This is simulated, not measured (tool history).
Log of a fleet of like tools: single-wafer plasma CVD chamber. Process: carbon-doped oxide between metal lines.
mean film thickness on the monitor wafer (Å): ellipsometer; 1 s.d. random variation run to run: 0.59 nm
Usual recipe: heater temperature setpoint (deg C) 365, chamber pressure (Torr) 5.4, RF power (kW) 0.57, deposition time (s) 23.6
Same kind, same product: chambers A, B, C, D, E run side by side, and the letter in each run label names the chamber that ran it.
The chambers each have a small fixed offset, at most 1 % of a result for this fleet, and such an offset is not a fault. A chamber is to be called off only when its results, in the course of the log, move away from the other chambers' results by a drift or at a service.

| run | day | heater temperature setpoint (deg C) | chamber pressure (Torr) | RF power (kW) | deposition time (s) | hours since the last thermocouple change | hours since the last RF generator calibration | hours since the last manometer calibration | read-back reference wafer on the same gauge, thickness_nm | mean film thickness on the monitor wafer (Å) |
|---|---|---|---|---|---|---|---|---|---|---|
| 1C | 0.567 | 365 | 5.4 | 0.57 | 23.6 | 672.9 | 1004.3 | 2657.7 | 106.82 | 1291.2 |
| 2B | 1.129 | 365 | 5.4 | 0.57 | 23.6 | 55 | 74 | 755.9 | 107.02 | 1270.1 |
| 3E | 1.596 | 365 | 5.4 | 0.57 | 23.6 | 1810.2 | 344.9 | 2110.6 | 106.92 | 1285.6 |
| 4A | 2.2 | 365 | 5.4 | 0.57 | 23.6 | 594.4 | 1297 | 1016.8 | 106.97 | 1282.8 |
| 5D | 2.808 | 359 | 5.4 | 0.57 | 23.6 | 78.5 | 1532.2 | 1126.9 | 106.96 | 1299.1 |
| 6B | 3.221 | 359 | 5.4 | 0.57 | 23.6 | 105.2 | 124.2 | 806.1 | 107 | 1297.5 |
| 7D | 3.5 | 359 | 5.4 | 0.57 | 23.6 | 95.1 | 1548.8 | 1143.5 | 106.91 | 1302 |
| 8E | 4.021 | 359 | 5.4 | 0.57 | 23.6 | 1868.4 | 403.1 | 2168.8 | 106.97 | 1305.8 |
| 9A | 4.462 | 359 | 5.4 | 0.57 | 23.6 | 648.7 | 1351.3 | 1071.1 | 106.96 | 1295.3 |
|  | 4.471 | chamber E: thermocouple changed; heater temperature recalibrated |
| 10C | 5.062 | 365 | 5.4 | 0.57 | 23.6 | 780.8 | 1112.2 | 2765.6 | 106.98 | 1276 |
| 11B | 5.638 | 365 | 5.4 | 0.57 | 23.6 | 163.2 | 182.2 | 864.1 | 107.13 | 1274.4 |
| 12E | 6.171 | 365 | 5.4 | 0.57 | 23.6 | 40.9 | 454.7 | 2220.4 | 106.96 | 1271.1 |
| 13D | 6.583 | 365 | 5.4 | 0.57 | 23.6 | 169.1 | 1622.8 | 1217.5 | 107.07 | 1281.2 |
| 14A | 7.154 | 365 | 5.4 | 0.57 | 23.6 | 713.3 | 1415.9 | 1135.7 | 106.93 | 1285.7 |
| 15C | 7.612 | 365 | 5.4 | 0.57 | 23.6 | 842 | 1173.4 | 2826.8 | 106.96 | 1279.7 |
| 16B | 8.108 | 365 | 5.4 | 0.57 | 23.6 | 222.5 | 241.5 | 923.4 | 107.09 | 1272.3 |
|  | 8.342 | chamber C: capacitance manometer re-zeroed and calibrated |
| 17C | 8.529 | 365 | 5.4 | 0.57 | 23.6 | 864 | 1195.4 | 4.6 | 107.11 | 1280.1 |
| 18E | 9.104 | 365 | 5.4 | 0.57 | 23.6 | 111.3 | 525.1 | 2290.8 | 106.96 | 1269.2 |
| 19A | 9.538 | 365 | 5.4 | 0.57 | 23.6 | 770.5 | 1473.1 | 1192.9 | 107.1 | 1291.5 |
|  | 9.612 | chamber A: RF generator calibrated |
| 20D | 10.129 | 365 | 5.4 | 0.57 | 23.6 | 254.2 | 1707.9 | 1302.6 | 106.99 | 1285.8 |
| 21E | 10.762 | 365 | 5.4 | 0.57 | 23.6 | 151.1 | 564.9 | 2330.6 | 106.9 | 1250 |
| 22D | 11.379 | 365 | 5.4 | 0.57 | 23.6 | 284.2 | 1737.9 | 1332.6 | 106.82 | 1282 |
| 23B | 11.658 | 365 | 5.4 | 0.57 | 23.6 | 307.7 | 326.7 | 1008.6 | 106.97 | 1272.5 |
| 24A | 12.279 | 365 | 5.4 | 0.57 | 23.6 | 836.3 | 64.1 | 1258.7 | 107.07 | 1277.6 |
| 25C | 12.85 | 365 | 5.4 | 0.57 | 23.6 | 967.7 | 1299.1 | 108.3 | 107.12 | 1289.8 |
| 26A | 13.162 | 365 | 5.4 | 0.57 | 23.6 | 857.5 | 85.3 | 1279.9 | 107.09 | 1278.8 |
| 27B | 13.612 | 365 | 5.4 | 0.57 | 23.6 | 354.6 | 373.6 | 1055.5 | 107.05 | 1270.6 |
|  | 13.908 | chamber E: capacitance manometer re-zeroed and calibrated |
| 28E | 14.017 | 365 | 5.4 | 0.57 | 23.6 | 229.2 | 643 | 2.7 | 106.93 | 1245 |
| 29D | 14.533 | 365 | 4.54 | 0.57 | 23.6 | 359.9 | 1813.6 | 1408.3 | 107.04 | 1249 |
| 30C | 15.05 | 365 | 4.54 | 0.57 | 23.6 | 1020.5 | 1351.9 | 161.1 | 107.04 | 1245.1 |
|  | 15.329 | chamber D: RF generator calibrated |
| 31A | 15.571 | 365 | 4.54 | 0.57 | 23.6 | 915.3 | 143.1 | 1337.7 | 107.06 | 1257.1 |
| 32D | 16.162 | 365 | 4.54 | 0.57 | 23.6 | 399 | 20.1 | 1447.4 | 107.05 | 1253.8 |
| 33C | 16.604 | 365 | 4.54 | 0.57 | 23.6 | 1057.8 | 1389.2 | 198.4 | 107.11 | 1245.4 |
| 34B | 17.058 | 365 | 5.4 | 0.57 | 23.6 | 437.3 | 456.3 | 1138.2 | 106.99 | 1275.9 |
| 35E | 17.392 | 365 | 5.4 | 0.57 | 23.6 | 310.2 | 724 | 83.7 | 106.92 | 1237 |
| 36B | 17.854 | 365 | 5.4 | 0.57 | 23.6 | 456.4 | 475.4 | 1157.3 | 107.09 | 1273.3 |

All chambers now run identical settings, listed one chamber a line with results as question marks. What results will each chamber show?
| 37A | 18.312 | 365 | 5.4 | 0.5 | 23.6 |  |  |  |  | ? |
| 37B | 18.312 | 365 | 5.4 | 0.5 | 23.6 |  |  |  |  | ? |
| 37C | 18.312 | 365 | 5.4 | 0.5 | 23.6 |  |  |  |  | ? |
| 37D | 18.312 | 365 | 5.4 | 0.5 | 23.6 |  |  |  |  | ? |
| 37E | 18.312 | 365 | 5.4 | 0.5 | 23.6 |  |  |  |  | ? |

| run | mean film thickness on the monitor wafer (Å) |
|---|---|
| 37A | 1175.9 |
| 37B | 1177 |
| 37C | 1176.6 |
| 37D | 1183.3 |
| 37E | 1136.8 |
